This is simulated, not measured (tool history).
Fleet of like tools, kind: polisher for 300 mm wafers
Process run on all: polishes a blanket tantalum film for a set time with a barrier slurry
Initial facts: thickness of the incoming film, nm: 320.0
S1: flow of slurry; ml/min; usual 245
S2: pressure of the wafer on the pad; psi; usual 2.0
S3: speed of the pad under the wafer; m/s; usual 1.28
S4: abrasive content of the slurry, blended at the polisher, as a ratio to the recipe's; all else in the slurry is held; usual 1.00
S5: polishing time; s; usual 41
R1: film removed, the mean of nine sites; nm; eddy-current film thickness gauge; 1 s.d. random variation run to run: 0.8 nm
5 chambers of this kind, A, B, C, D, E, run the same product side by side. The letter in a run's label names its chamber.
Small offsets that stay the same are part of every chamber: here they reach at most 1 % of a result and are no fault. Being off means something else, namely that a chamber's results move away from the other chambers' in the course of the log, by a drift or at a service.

run   hour   S1   S2    S3    S4  S5       R1
 1C    6.3  245  2.0  1.28  1.00  41   96.435
       9.0  -- chamber B: worn pad replaced by a new one
 2E    9.6  245  2.0  1.28  1.00  41   96.167
 3A   13.5  245  2.0  1.28  1.00  41   98.050
 4D   19.3  245  2.0  1.28  1.00  41   97.069
 5B   25.6  245  2.0  1.28  1.00  41   97.491
 6E   30.9  245  2.0  1.28  1.00  41   97.319
      32.8  -- chamber A: slurry blender recalibrated
 7A   33.8  245  2.0  1.28  1.00  41   95.860
      38.2  -- chamber E: worn pad replaced by a new one
 8C   38.5  245  2.0  1.28  1.00  41   97.956
 9D   43.8  245  2.0  1.28  1.00  41   97.713
10B   47.8  245  2.0  1.28  1.00  41   98.239
      51.6  -- chamber C: worn pad replaced by a new one
11A   52.1  245  2.0  1.28  1.00  41   96.107
12B   55.1  245  2.0  1.28  1.00  41   97.559
13C   58.0  245  2.0  1.28  1.15  52  126.220
      59.1  -- chamber D: worn pad replaced by a new one
14E   62.9  245  2.0  1.28  1.15  52  131.870
      66.0  -- chamber D: head pressure recalibrated
15D   69.4  245  2.0  1.28  1.15  52  127.900
      71.3  -- chamber B: slurry blender recalibrated
16B   73.2  245  2.0  1.28  1.15  52  128.420
      77.0  -- chamber B: worn pad replaced by a new one
17E   78.0  245  2.0  1.28  1.15  52  132.490
      80.3  -- chamber A: worn pad replaced by a new one
18C   82.6  245  2.0  1.28  1.00  41   96.583
19A   86.8  245  2.0  1.28  1.00  41   96.040
      89.1  -- chamber E: slurry blender recalibrated
20D   90.6  245  2.0  1.28  0.90  41   94.559
21D   95.0  245  2.0  1.28  0.90  41   93.557
22B  100.4  245  2.0  1.28  0.90  41   95.298
     103.9  -- chamber C: worn pad replaced by a new one
23E  104.1  245  2.0  1.28  0.90  41   95.996
24C  109.5  245  2.0  1.28  0.90  41   93.458
25A  113.6  245  2.0  1.28  1.00  41   98.241
26C  116.7  245  2.0  1.28  1.00  41   96.691
27D  123.1  245  2.0  1.28  1.00  41   96.197
28B  128.6  245  2.0  1.28  1.00  41   97.372
29E  132.4  245  2.3  1.28  1.00  41  118.470
30A  138.7  245  2.3  1.28  1.00  41  111.310
31A  142.5  245  2.3  1.28  1.00  41  111.670
32C  148.6  245  2.3  1.28  1.00  41  110.430
33D  155.1  245  2.3  1.28  1.00  41  110.420

All 5 chambers run these settings next. Forecast each chamber's results:
34A  159.7  245  2.0  1.28  1.00  41   ?
34B  159.7  245  2.0  1.28  1.00  41   ?
34C  159.7  245  2.0  1.28  1.00  41   ?
34D  159.7  245  2.0  1.28  1.00  41   ?
34E  159.7  245  2.0  1.28  1.00  41   ?

run       R1
34A   96.133
34B   97.632
34C   97.400
34D   96.699
34E  103.810
